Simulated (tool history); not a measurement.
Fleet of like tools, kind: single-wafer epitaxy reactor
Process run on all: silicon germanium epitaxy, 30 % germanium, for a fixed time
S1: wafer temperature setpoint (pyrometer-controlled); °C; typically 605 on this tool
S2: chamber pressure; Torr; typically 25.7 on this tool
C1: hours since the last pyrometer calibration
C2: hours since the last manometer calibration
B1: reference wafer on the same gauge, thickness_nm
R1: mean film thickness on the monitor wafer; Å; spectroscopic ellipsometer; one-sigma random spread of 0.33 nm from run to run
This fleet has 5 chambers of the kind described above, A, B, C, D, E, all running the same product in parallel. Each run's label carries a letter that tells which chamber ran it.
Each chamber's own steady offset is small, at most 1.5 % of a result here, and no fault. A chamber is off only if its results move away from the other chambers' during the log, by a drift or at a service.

Run 1D, hour 4.0: usual settings; C1 137.1; C2 585.8; B1 62.103. Result: R1 720.36 Å.
Run 2B, hour 10.0: usual settings; C1 522.5; C2 1012.5; B1 62.044. Result: R1 718.34 Å.
Run 3C, hour 14.9: usual settings; C1 734.6; C2 127.4; B1 62.065. Result: R1 709.47 Å.
Run 4A, hour 19.6: usual settings; C1 66.6; C2 605.2; B1 62.135. Result: R1 703.38 Å.
Run 5E, hour 24.5: usual settings; C1 1107.1; C2 722.6; B1 62.039. Result: R1 707.16 Å.
Run 6D, hour 29.1: usual settings but S1 596 °C, S2 19.8 Torr; C1 162.2; C2 610.9; B1 62.081. Result: R1 541.59 Å.
Run 7C, hour 34.3: usual settings but S1 596 °C, S2 19.8 Torr; C1 754.0; C2 146.8; B1 62.067. Result: R1 538.24 Å.
Run 8B, hour 40.3: usual settings but S1 596 °C, S2 19.8 Torr; C1 552.8; C2 1042.8; B1 62.060. Result: R1 548.41 Å.
Run 9A, hour 46.2: usual settings but S1 596 °C, S2 19.8 Torr; C1 93.2; C2 631.8; B1 62.108. Result: R1 530.81 Å.
Run 10E, hour 51.4: usual settings but S1 596 °C, S2 19.8 Torr; C1 1134.0; C2 749.5; B1 62.101. Result: R1 542.72 Å.
Run 11A, hour 55.1: usual settings; C1 102.1; C2 640.7; B1 62.067. Result: R1 697.53 Å.
Run 12E, hour 60.7: usual settings; C1 1143.3; C2 758.8; B1 62.063. Result: R1 705.48 Å.
Run 13D, hour 66.4: usual settings; C1 199.5; C2 648.2; B1 62.074. Result: R1 719.20 Å.
Run 14C, hour 71.8: usual settings; C1 791.5; C2 184.3; B1 62.110. Result: R1 715.08 Å.
Run 15B, hour 74.5: usual settings; C1 587.0; C2 1077.0; B1 62.154. Result: R1 722.18 Å.
Run 16B, hour 80.7: usual settings; C1 593.2; C2 1083.2; B1 62.145. Result: R1 720.77 Å.
Run 17E, hour 87.0: usual settings; C1 1169.6; C2 785.1; B1 62.052. Result: R1 710.76 Å.
Run 18C, hour 92.3: usual settings; C1 812.0; C2 204.8; B1 62.015. Result: R1 711.44 Å.
Run 19D, hour 95.4: usual settings; C1 228.5; C2 677.2; B1 62.038. Result: R1 717.06 Å.
Run 20A, hour 99.3: usual settings but S1 600 °C, S2 31.2 Torr; C1 146.3; C2 684.9; B1 62.074. Result: R1 693.02 Å.
Run 21B, hour 102.6: usual settings but S1 600 °C, S2 31.2 Torr; C1 615.1; C2 1105.1; B1 62.079. Result: R1 711.20 Å.
Run 22A, hour 106.6: usual settings but S1 600 °C, S2 31.2 Torr; C1 153.6; C2 692.2; B1 62.146. Result: R1 701.57 Å.
Run 23C, hour 112.2: usual settings but S1 600 °C, S2 31.2 Torr; C1 831.9; C2 224.7; B1 62.098. Result: R1 697.17 Å.
Run 24D, hour 118.0: usual settings but S1 600 °C, S2 31.2 Torr; C1 251.1; C2 699.8; B1 62.136. Result: R1 708.98 Å.
Run 25E, hour 122.0: usual settings; C1 1204.6; C2 820.1; B1 62.155. Result: R1 710.53 Å.
Run 26C, hour 127.5: usual settings; C1 847.2; C2 240.0; B1 62.043. Result: R1 714.61 Å.
Run 27E, hour 130.5: usual settings; C1 1213.1; C2 828.6; B1 62.080. Result: R1 709.90 Å.
Run 28A, hour 133.7: usual settings; C1 180.7; C2 719.3; B1 62.103. Result: R1 701.72 Å.
Run 29D, hour 138.1: usual settings; C1 271.2; C2 719.9; B1 62.103. Result: R1 713.99 Å.
Run 30B, hour 141.0: usual settings; C1 653.5; C2 1143.5; B1 62.042. Result: R1 721.09 Å.
Run 31D, hour 145.8: usual settings; C1 278.9; C2 727.6; B1 62.185. Result: R1 715.27 Å.
Run 32A, hour 148.7: usual settings; C1 195.7; C2 734.3; B1 62.092. Result: R1 711.14 Å.
Run 33B, hour 151.8: usual settings; C1 664.3; C2 1154.3; B1 62.083. Result: R1 721.16 Å.
Run 34E, hour 154.5: usual settings; C1 1237.1; C2 852.6; B1 62.043. Result: R1 712.57 Å.
Run 35C, hour 160.3: usual settings; C1 880.0; C2 272.8; B1 62.110. Result: R1 708.87 Å.
Run 36C, hour 166.5: usual settings; C1 886.2; C2 279.0; B1 62.098. Result: R1 711.08 Å.
Run 37D, hour 169.3: usual settings; C1 302.4; C2 751.1; B1 62.071. Result: R1 718.73 Å.
Run 38A, hour 173.4: usual settings; C1 220.4; C2 759.0; B1 62.073. Result: R1 708.21 Å.
Run 39B, hour 176.4: usual settings; C1 688.9; C2 1178.9; B1 62.037. Result: R1 714.72 Å.
Run 40E, hour 181.3: usual settings; C1 1263.9; C2 879.4; B1 62.075. Result: R1 707.98 Å.
Run 41A, hour 187.3: usual settings; C1 234.3; C2 772.9; B1 62.131. Result: R1 704.54 Å.
Run 42D, hour 191.2: usual settings; C1 324.3; C2 773.0; B1 62.103. Result: R1 717.74 Å.
Run 43C, hour 195.4: usual settings; C1 915.1; C2 307.9; B1 62.185. Result: R1 707.01 Å.

Is one chamber off against the others, does the gauge drift, or is nothing wrong? If a chamber is off, say which, and what the likeliest cause is.

Beyond each chamber's small constant offset nothing stands out, and the gauge stays steady.
